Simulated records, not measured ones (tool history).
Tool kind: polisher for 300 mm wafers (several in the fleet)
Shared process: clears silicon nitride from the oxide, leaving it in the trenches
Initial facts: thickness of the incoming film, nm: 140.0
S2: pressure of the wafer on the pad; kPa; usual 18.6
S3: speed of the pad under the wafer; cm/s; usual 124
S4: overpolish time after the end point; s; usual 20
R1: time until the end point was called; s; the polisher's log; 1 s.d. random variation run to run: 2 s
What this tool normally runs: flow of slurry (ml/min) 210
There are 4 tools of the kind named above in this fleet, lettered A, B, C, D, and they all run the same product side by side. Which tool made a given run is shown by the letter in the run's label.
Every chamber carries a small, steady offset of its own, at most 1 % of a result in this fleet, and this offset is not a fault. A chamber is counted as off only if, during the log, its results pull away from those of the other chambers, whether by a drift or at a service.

{"run": "1A", "hour": 2.8, "flow of slurry (ml/min)": 210, "S2": 18.6, "S3": 124, "S4": 20, "R1": 121.65}
{"hour": 4.1, "done": "chamber D: slurry nozzle cleaned"}
{"run": "2D", "hour": 6.6, "flow of slurry (ml/min)": 210, "S2": 18.6, "S3": 124, "S4": 20, "R1": 117.79}
{"run": "3B", "hour": 11.4, "flow of slurry (ml/min)": 210, "S2": 18.6, "S3": 124, "S4": 20, "R1": 123.17}
{"run": "4C", "hour": 15.8, "flow of slurry (ml/min)": 210, "S2": 18.6, "S3": 124, "S4": 20, "R1": 121.56}
{"run": "5D", "hour": 19.9, "flow of slurry (ml/min)": 210, "S2": 18.6, "S3": 124, "S4": 20, "R1": 123.51}
{"hour": 22.3, "done": "chamber B: worn pad replaced by a new one"}
{"run": "6C", "hour": 25.5, "flow of slurry (ml/min)": 210, "S2": 18.6, "S3": 124, "S4": 20, "R1": 121.03}
{"run": "7A", "hour": 30.7, "flow of slurry (ml/min)": 260, "S2": 18.6, "S3": 124, "S4": 20, "R1": 115.98}
{"run": "8B", "hour": 34.0, "flow of slurry (ml/min)": 260, "S2": 18.6, "S3": 124, "S4": 20, "R1": 120.17}
{"run": "9C", "hour": 37.8, "flow of slurry (ml/min)": 260, "S2": 18.6, "S3": 124, "S4": 20, "R1": 116.04}
{"run": "10A", "hour": 41.1, "flow of slurry (ml/min)": 260, "S2": 18.6, "S3": 124, "S4": 20, "R1": 115.82}
{"run": "11D", "hour": 45.6, "flow of slurry (ml/min)": 210, "S2": 18.6, "S3": 124, "S4": 20, "R1": 120.22}
{"hour": 47.6, "done": "chamber D: worn pad replaced by a new one"}
{"run": "12B", "hour": 50.7, "flow of slurry (ml/min)": 210, "S2": 18.6, "S3": 124, "S4": 20, "R1": 122.87}
{"run": "13B", "hour": 54.2, "flow of slurry (ml/min)": 210, "S2": 18.6, "S3": 124, "S4": 27, "R1": 123.02}
{"run": "14D", "hour": 57.5, "flow of slurry (ml/min)": 210, "S2": 18.6, "S3": 124, "S4": 27, "R1": 121.44}
{"run": "15C", "hour": 61.6, "flow of slurry (ml/min)": 210, "S2": 18.6, "S3": 124, "S4": 27, "R1": 120.17}
{"run": "16A", "hour": 65.2, "flow of slurry (ml/min)": 210, "S2": 18.6, "S3": 124, "S4": 27, "R1": 125.24}
{"run": "17D", "hour": 68.7, "flow of slurry (ml/min)": 210, "S2": 18.6, "S3": 124, "S4": 20, "R1": 122.63}
{"run": "18C", "hour": 72.3, "flow of slurry (ml/min)": 210, "S2": 18.6, "S3": 124, "S4": 20, "R1": 120.91}
{"run": "19A", "hour": 77.6, "flow of slurry (ml/min)": 210, "S2": 18.6, "S3": 124, "S4": 20, "R1": 118.75}
{"run": "20B", "hour": 82.5, "flow of slurry (ml/min)": 210, "S2": 18.6, "S3": 124, "S4": 20, "R1": 125.35}
{"hour": 85.0, "done": "chamber B: worn pad replaced by a new one"}
{"hour": 85.2, "done": "chamber C: worn pad replaced by a new one"}
{"run": "21D", "hour": 85.2, "flow of slurry (ml/min)": 140, "S2": 18.6, "S3": 88, "S4": 20, "R1": 175.51}
{"run": "22B", "hour": 88.3, "flow of slurry (ml/min)": 140, "S2": 18.6, "S3": 88, "S4": 20, "R1": 188.89}
{"run": "23C", "hour": 90.8, "flow of slurry (ml/min)": 140, "S2": 18.6, "S3": 88, "S4": 20, "R1": 183.28}
{"run": "24A", "hour": 95.3, "flow of slurry (ml/min)": 140, "S2": 18.6, "S3": 88, "S4": 20, "R1": 178.76}
{"run": "25C", "hour": 99.1, "flow of slurry (ml/min)": 210, "S2": 18.6, "S3": 124, "S4": 20, "R1": 120.05}
{"run": "26B", "hour": 104.3, "flow of slurry (ml/min)": 145, "S2": 22.8, "S3": 124, "S4": 20, "R1": 104.56}
{"run": "27D", "hour": 107.3, "flow of slurry (ml/min)": 145, "S2": 22.8, "S3": 124, "S4": 20, "R1": 105.98}
{"run": "28A", "hour": 110.2, "flow of slurry (ml/min)": 145, "S2": 22.8, "S3": 124, "S4": 20, "R1": 107.68}
{"run": "29B", "hour": 113.1, "flow of slurry (ml/min)": 145, "S2": 22.8, "S3": 124, "S4": 20, "R1": 106.83}
{"run": "30C", "hour": 117.2, "flow of slurry (ml/min)": 210, "S2": 18.6, "S3": 124, "S4": 20, "R1": 121.52}
{"run": "31D", "hour": 121.6, "flow of slurry (ml/min)": 210, "S2": 18.6, "S3": 124, "S4": 20, "R1": 124.15}
{"run": "32A", "hour": 125.1, "flow of slurry (ml/min)": 210, "S2": 18.6, "S3": 124, "S4": 20, "R1": 124.08}
{"run": "33C", "hour": 128.7, "flow of slurry (ml/min)": 210, "S2": 18.6, "S3": 124, "S4": 20, "R1": 122.31}
{"hour": 132.4, "done": "chamber A: worn pad replaced by a new one"}
{"run": "34A", "hour": 133.6, "flow of slurry (ml/min)": 210, "S2": 18.6, "S3": 124, "S4": 20, "R1": 123.9}
{"hour": 133.8, "done": "chamber D: worn pad replaced by a new one"}
{"run": "35B", "hour": 137.8, "flow of slurry (ml/min)": 210, "S2": 18.6, "S3": 124, "S4": 20, "R1": 123.21}
{"run": "36D", "hour": 143.1, "flow of slurry (ml/min)": 210, "S2": 18.6, "S3": 124, "S4": 20, "R1": 120.88}
{"run": "37A", "hour": 148.2, "flow of slurry (ml/min)": 210, "S2": 18.6, "S3": 124, "S4": 20, "R1": 123.71}
{"run": "38B", "hour": 151.0, "flow of slurry (ml/min)": 210, "S2": 21.4, "S3": 124, "S4": 30, "R1": 109.44}
{"hour": 152.0, "done": "chamber B: worn pad replaced by a new one"}
{"hour": 152.0, "done": "chamber A: slurry nozzle cleaned"}
{"run": "39C", "hour": 154.9, "flow of slurry (ml/min)": 210, "S2": 21.4, "S3": 124, "S4": 30, "R1": 106.26}
{"run": "40D", "hour": 160.4, "flow of slurry (ml/min)": 210, "S2": 21.4, "S3": 124, "S4": 30, "R1": 106.56}
{"run": "41B", "hour": 165.1, "flow of slurry (ml/min)": 210, "S2": 21.4, "S3": 124, "S4": 30, "R1": 103.7}
{"run": "42C", "hour": 169.9, "flow of slurry (ml/min)": 210, "S2": 18.6, "S3": 124, "S4": 20, "R1": 124.21}
{"run": "43D", "hour": 173.8, "flow of slurry (ml/min)": 210, "S2": 18.6, "S3": 124, "S4": 20, "R1": 120.07}
{"run": "44A", "hour": 178.9, "flow of slurry (ml/min)": 210, "S2": 18.6, "S3": 124, "S4": 20, "R1": 123.42}

Has any chamber moved away from the others, gradually or after a service, or does the common gauge drift, or do the chambers differ only by their own small steady offsets? State the chamber and the most likely cause if one applies.

No chamber stands off beyond its own small offset, and the gauge holds steady.
